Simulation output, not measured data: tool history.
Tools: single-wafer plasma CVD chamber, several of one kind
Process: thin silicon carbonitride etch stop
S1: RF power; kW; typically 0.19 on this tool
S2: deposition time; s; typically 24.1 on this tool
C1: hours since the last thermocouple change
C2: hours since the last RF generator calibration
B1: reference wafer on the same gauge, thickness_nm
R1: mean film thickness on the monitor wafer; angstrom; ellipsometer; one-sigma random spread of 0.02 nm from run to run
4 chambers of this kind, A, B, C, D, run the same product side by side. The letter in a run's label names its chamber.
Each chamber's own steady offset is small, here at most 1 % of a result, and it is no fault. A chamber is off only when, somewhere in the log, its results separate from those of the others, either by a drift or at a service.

run	hour	S1	S2	C1	C2	B1	R1
1A	12.5	0.19	24.1	1389.6	226.2	13.207	134.69
2D	21.6	0.19	24.1	155	1193.3	13.207	136.28
3B	33.3	0.19	24.1	2032.8	760.9	13.209	135.98
4C	39.6	0.19	24.1	165.7	1350.6	13.212	134.64
5A	50.1	0.19	24.1	1427.2	263.8	13.212	134.71
6C	58.7	0.19	24.1	184.8	1369.7	13.22	134.82
7D	68.5	0.19	24.1	201.9	1240.2	13.221	136.07
8B	75.3	0.19	24.1	2074.8	802.9	13.221	136.34
# hour 79.5: chamber D: RF generator calibrated
9C	81.9	0.215	20.3	208	1392.9	13.231	117.9
10D	87.4	0.215	20.3	220.8	8	13.221	119.62
11B	94.9	0.215	20.3	2094.4	822.5	13.225	119.44
12A	107.1	0.215	20.3	1484.2	320.8	13.231	118.05
13A	113.5	0.19	24.1	1490.6	327.2	13.236	135.04
14D	125.6	0.19	24.1	259	46.2	13.235	136.8
15C	133.4	0.19	24.1	259.5	1444.4	13.243	134.79
16B	141.1	0.19	24.1	2140.6	868.7	13.244	136.21
17B	152.7	0.19	24.1	2152.2	880.3	13.249	136.57
18A	158.5	0.19	24.1	1535.6	372.2	13.243	135.18
19D	166.2	0.19	24.1	299.6	86.8	13.248	137.28
# hour 172.8: chamber B: thermocouple changed; heater temperature recalibrated
20C	174.4	0.19	24.1	300.5	1485.4	13.248	135.21
21B	181.8	0.19	24.1	9	909.4	13.255	136.01
22C	189	0.19	24.1	315.1	1500	13.254	135.31
23D	201.2	0.19	24.1	334.6	121.8	13.262	136.68
24A	211.8	0.19	24.1	1588.9	425.5	13.262	134.98
25C	219.9	0.19	24.1	346	1530.9	13.265	135.1
26A	227.2	0.16	24.1	1604.3	440.9	13.269	128.46
27D	235.5	0.16	24.1	368.9	156.1	13.268	129.83
28B	242.7	0.16	24.1	69.9	970.3	13.268	129.62
29C	253.3	0.16	24.1	379.4	1564.3	13.277	128.1
30A	264.2	0.19	24.1	1641.3	477.9	13.28	135.28

Decide between three cases: one chamber stands off from its peers, the gauge reading all wafers drifts, or nothing is wrong past each chamber's small offset. Where a chamber is off, say which and what most likely put it there.

It is the gauge, not a chamber: its drift shows up in every chamber's results at once, and no chamber is off.
Most likely cause: gauge reads high (%) = 0.61.
